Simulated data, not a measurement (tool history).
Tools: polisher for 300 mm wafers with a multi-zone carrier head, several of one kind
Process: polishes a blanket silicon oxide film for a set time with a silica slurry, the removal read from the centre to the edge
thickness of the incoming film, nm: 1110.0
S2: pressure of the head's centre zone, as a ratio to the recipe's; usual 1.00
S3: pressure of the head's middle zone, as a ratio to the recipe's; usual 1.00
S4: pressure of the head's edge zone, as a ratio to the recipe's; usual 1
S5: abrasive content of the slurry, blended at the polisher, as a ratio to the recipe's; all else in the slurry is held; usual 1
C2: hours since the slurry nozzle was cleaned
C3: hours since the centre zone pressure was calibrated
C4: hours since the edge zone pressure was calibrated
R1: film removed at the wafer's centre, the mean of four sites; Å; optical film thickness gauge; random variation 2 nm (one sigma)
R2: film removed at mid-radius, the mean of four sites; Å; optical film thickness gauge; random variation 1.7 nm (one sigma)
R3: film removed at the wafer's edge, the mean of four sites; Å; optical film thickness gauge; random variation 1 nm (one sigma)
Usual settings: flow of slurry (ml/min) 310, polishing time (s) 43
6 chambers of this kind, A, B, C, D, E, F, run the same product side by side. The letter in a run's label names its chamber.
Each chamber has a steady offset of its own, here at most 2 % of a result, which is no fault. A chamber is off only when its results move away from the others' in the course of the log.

Run 1C, hour 10.9: usual settings; wafers polished on this pad 360; C2 870.7; C3 30.5; C4 260.6. Result: R1 1374.1 Å, R2 1378.2 Å, R3 1395.9 Å.
At hour 15.7: chamber F: worn pad replaced by a new one.
Run 2F, hour 19.2: usual settings; wafers polished on this pad 35; C2 570.5; C3 699.8; C4 35.2. Result: R1 1350.0 Å, R2 1367.5 Å, R3 1363.6 Å.
At hour 21.1: chamber D: centre zone pressure recalibrated.
At hour 22.8: chamber B: slurry nozzle cleaned.
At hour 24.3: chamber F: slurry nozzle cleaned.
Run 3E, hour 30.9: usual settings; wafers polished on this pad 401; C2 219.2; C3 220.6; C4 64.5. Result: R1 1360.2 Å, R2 1394.6 Å, R3 1372.8 Å.
Run 4A, hour 40.3: usual settings; wafers polished on this pad 588; C2 145.0; C3 376.2; C4 432.6. Result: R1 1399.5 Å, R2 1408.9 Å, R3 1414.7 Å.
At hour 52.8: chamber D: edge zone pressure recalibrated.
Run 5B, hour 55.0: usual settings; wafers polished on this pad 749; C2 32.2; C3 810.2; C4 602.7. Result: R1 1386.5 Å, R2 1361.8 Å, R3 1374.0 Å.
At hour 64.7: chamber C: edge zone pressure recalibrated.
At hour 68.4: chamber B: worn pad replaced by a new one.
Run 6D, hour 68.4: usual settings; wafers polished on this pad 1115; C2 469.9; C3 47.4; C4 15.7. Result: R1 1397.9 Å, R2 1396.0 Å, R3 1366.2 Å.
At hour 71.8: chamber C: worn pad replaced by a new one.
Run 7E, hour 76.8: usual settings; wafers polished on this pad 859; C2 265.1; C3 266.5; C4 110.4. Result: R1 1371.1 Å, R2 1411.1 Å, R3 1373.4 Å.
At hour 85.2: chamber A: worn pad replaced by a new one.
At hour 86.1: chamber D: worn pad replaced by a new one.
Run 8A, hour 91.1: usual settings; wafers polished on this pad 59; C2 195.8; C3 427.0; C4 483.4. Result: R1 1412.5 Å, R2 1433.1 Å, R3 1411.2 Å.
At hour 95.1: chamber E: worn pad replaced by a new one.
Run 9C, hour 103.2: usual settings; wafers polished on this pad 314; C2 963.0; C3 122.8; C4 38.6. Result: R1 1381.1 Å, R2 1368.4 Å, R3 1391.1 Å.
Run 10F, hour 113.7: usual settings; wafers polished on this pad 977; C2 89.5; C3 794.3; C4 129.7. Result: R1 1366.4 Å, R2 1379.7 Å, R3 1371.8 Å.
At hour 115.5: chamber F: worn pad replaced by a new one.
Run 11B, hour 127.0: usual settings; wafers polished on this pad 585; C2 104.2; C3 882.2; C4 674.7. Result: R1 1383.2 Å, R2 1352.5 Å, R3 1373.0 Å.
Run 12D, hour 140.3: usual settings but flow of slurry (ml/min) 265, S3 0.91; wafers polished on this pad 540; C2 541.8; C3 119.3; C4 87.6. Result: R1 1384.0 Å, R2 1258.8 Å, R3 1372.9 Å.
At hour 146.2: chamber C: slurry nozzle cleaned.
Run 13A, hour 149.9: usual settings but flow of slurry (ml/min) 265, S3 0.91; wafers polished on this pad 645; C2 254.6; C3 485.8; C4 542.2. Result: R1 1317.5 Å, R2 1264.7 Å, R3 1375.0 Å.
At hour 154.5: chamber B: worn pad replaced by a new one.
Run 14D, hour 162.5: usual settings but flow of slurry (ml/min) 265, S3 0.91; wafers polished on this pad 761; C2 564.0; C3 141.5; C4 109.8. Result: R1 1390.5 Å, R2 1269.6 Å, R3 1341.4 Å.
At hour 169.7: chamber C: worn pad replaced by a new one.
At hour 173.2: chamber A: worn pad replaced by a new one.
Run 15C, hour 175.3: usual settings but flow of slurry (ml/min) 265, S3 0.91; wafers polished on this pad 56; C2 29.2; C3 194.9; C4 110.7. Result: R1 1352.2 Å, R2 1265.6 Å, R3 1373.1 Å.
Run 16F, hour 181.9: usual settings but flow of slurry (ml/min) 265, S3 0.91; wafers polished on this pad 662; C2 157.7; C3 862.5; C4 197.9. Result: R1 1341.7 Å, R2 1263.5 Å, R3 1363.6 Å.
At hour 184.7: chamber E: worn pad replaced by a new one.
At hour 187.8: chamber D: slurry nozzle cleaned.
Run 17E, hour 194.5: usual settings but flow of slurry (ml/min) 265, S3 0.91; wafers polished on this pad 97; C2 382.8; C3 384.2; C4 228.1. Result: R1 1349.6 Å, R2 1240.0 Å, R3 1350.6 Å.
Run 18B, hour 205.0: usual settings; wafers polished on this pad 503; C2 182.2; C3 960.2; C4 752.7. Result: R1 1383.8 Å, R2 1372.1 Å, R3 1369.8 Å.
At hour 215.0: chamber F: worn pad replaced by a new one.
At hour 218.0: chamber D: worn pad replaced by a new one.
Run 19D, hour 218.4: usual settings; wafers polished on this pad 4; C2 30.7; C3 197.4; C4 165.7. Result: R1 1405.8 Å, R2 1365.2 Å, R3 1376.4 Å.
Run 20A, hour 229.9: usual settings; wafers polished on this pad 566; C2 334.6; C3 565.8; C4 622.2. Result: R1 1350.5 Å, R2 1376.9 Å, R3 1413.6 Å.
Run 21B, hour 241.4: usual settings; wafers polished on this pad 866; C2 218.6; C3 996.6; C4 789.1. Result: R1 1398.3 Å, R2 1373.6 Å, R3 1380.8 Å.
At hour 247.4: chamber B: edge zone pressure recalibrated.
Run 22E, hour 249.6: usual settings; wafers polished on this pad 647; C2 437.9; C3 439.3; C4 283.2. Result: R1 1406.5 Å, R2 1356.3 Å, R3 1386.8 Å.
At hour 258.1: chamber B: worn pad replaced by a new one.
Run 23C, hour 259.6: usual settings; wafers polished on this pad 897; C2 113.5; C3 279.2; C4 195.0. Result: R1 1348.9 Å, R2 1342.3 Å, R3 1378.0 Å.
At hour 260.3: chamber C: worn pad replaced by a new one.
At hour 264.7: chamber A: worn pad replaced by a new one.
Run 24F, hour 274.6: usual settings; wafers polished on this pad 595; C2 250.4; C3 955.2; C4 290.6. Result: R1 1361.5 Å, R2 1375.9 Å, R3 1378.8 Å.
Run 25D, hour 285.4: usual settings; wafers polished on this pad 672; C2 97.7; C3 264.4; C4 232.7. Result: R1 1405.2 Å, R2 1378.8 Å, R3 1366.9 Å.
At hour 291.8: chamber E: worn pad replaced by a new one.
Run 26C, hour 298.2: usual settings but flow of slurry (ml/min) 355, S2 0.95; wafers polished on this pad 378; C2 152.1; C3 317.8; C4 233.6. Result: R1 1315.2 Å, R2 1373.8 Å, R3 1400.8 Å.
At hour 298.7: chamber F: worn pad replaced by a new one.
At hour 298.8: chamber E: centre zone pressure recalibrated.
At hour 305.5: chamber E: slurry nozzle cleaned.
Run 27F, hour 312.8: usual settings but flow of slurry (ml/min) 355, S2 0.95; wafers polished on this pad 140; C2 288.6; C3 993.4; C4 328.8. Result: R1 1290.5 Å, R2 1386.2 Å, R3 1378.2 Å.
Run 28A, hour 321.2: usual settings but flow of slurry (ml/min) 355, S2 0.95; wafers polished on this pad 564; C2 425.9; C3 657.1; C4 713.5. Result: R1 1307.7 Å, R2 1368.8 Å, R3 1407.0 Å.
Run 29E, hour 329.6: usual settings but flow of slurry (ml/min) 355, S2 0.95; wafers polished on this pad 377; C2 24.2; C3 30.9; C4 363.2. Result: R1 1324.3 Å, R2 1398.6 Å, R3 1383.5 Å.
At hour 340.0: chamber D: worn pad replaced by a new one.
Run 30B, hour 343.8: usual settings but flow of slurry (ml/min) 355, S2 0.95; wafers polished on this pad 855; C2 321.0; C3 1099.0; C4 96.4. Result: R1 1339.5 Å, R2 1405.9 Å, R3 1381.8 Å.
Run 31E, hour 355.3: usual settings but flow of slurry (ml/min) 355, S2 0.95; wafers polished on this pad 634; C2 49.9; C3 56.6; C4 388.9. Result: R1 1325.5 Å, R2 1403.5 Å, R3 1399.3 Å.
At hour 357.9: chamber B: worn pad replaced by a new one.
At hour 362.8: chamber C: worn pad replaced by a new one.
Run 32F, hour 367.4: usual settings; wafers polished on this pad 685; C2 343.2; C3 1048.0; C4 383.4. Result: R1 1367.4 Å, R2 1399.6 Å, R3 1384.2 Å.
At hour 372.0: chamber A: worn pad replaced by a new one.
At hour 372.0: chamber B: slurry nozzle cleaned.
Run 33A, hour 378.8: usual settings; wafers polished on this pad 68; C2 483.5; C3 714.7; C4 771.1. Result: R1 1360.8 Å, R2 1404.7 Å, R3 1399.2 Å.
At hour 383.4: chamber E: worn pad replaced by a new one.
At hour 390.9: chamber A: slurry nozzle cleaned.
Run 34D, hour 390.9: usual settings but polishing time (s) 32; wafers polished on this pad 508; C2 203.2; C3 369.9; C4 338.2. Result: R1 1046.9 Å, R2 1032.8 Å, R3 1020.5 Å.
At hour 398.5: chamber F: worn pad replaced by a new one.
Run 35B, hour 405.1: usual settings but polishing time (s) 32; wafers polished on this pad 471; C2 33.2; C3 1160.3; C4 157.7. Result: R1 1012.3 Å, R2 1018.6 Å, R3 1016.5 Å.
Run 36C, hour 415.7: usual settings but polishing time (s) 32; wafers polished on this pad 528; C2 269.6; C3 435.3; C4 351.1. Result: R1 1008.9 Å, R2 1049.6 Å, R3 1037.3 Å.
At hour 416.0: chamber C: edge zone pressure recalibrated.
At hour 418.0: chamber F: edge zone pressure recalibrated.
Run 37C, hour 424.0: usual settings but polishing time (s) 32; wafers polished on this pad 610; C2 277.9; C3 443.6; C4 8.0. Result: R1 1026.0 Å, R2 1033.7 Å, R3 1034.8 Å.
Run 38A, hour 431.6: usual settings but polishing time (s) 32; wafers polished on this pad 594; C2 40.7; C3 767.5; C4 823.9. Result: R1 1015.9 Å, R2 1028.6 Å, R3 1038.9 Å.
Run 39D, hour 446.2: usual settings but polishing time (s) 32; wafers polished on this pad 1059; C2 258.5; C3 425.2; C4 393.5. Result: R1 1029.3 Å, R2 1019.1 Å, R3 1024.6 Å.
Run 40F, hour 459.6: usual settings; wafers polished on this pad 609; C2 435.4; C3 1140.2; C4 41.7. Result: R1 1343.4 Å, R2 1382.6 Å, R3 1371.5 Å.
At hour 464.5: chamber B: worn pad replaced by a new one.
Run 41E, hour 471.5: usual settings; wafers polished on this pad 878; C2 166.1; C3 172.8; C4 505.1. Result: R1 1368.2 Å, R2 1354.8 Å, R3 1367.8 Å.
Run 42B, hour 480.2: usual settings; wafers polished on this pad 157; C2 108.3; C3 1235.4; C4 232.8. Result: R1 1400.2 Å, R2 1376.8 Å, R3 1384.1 Å.

What goes on in this fleet: one chamber off, a drifting gauge, or nothing beyond the chambers' own small offsets? Name the chamber and the cause, if any.

No chamber stands off beyond its own small offset, and the gauge holds steady.
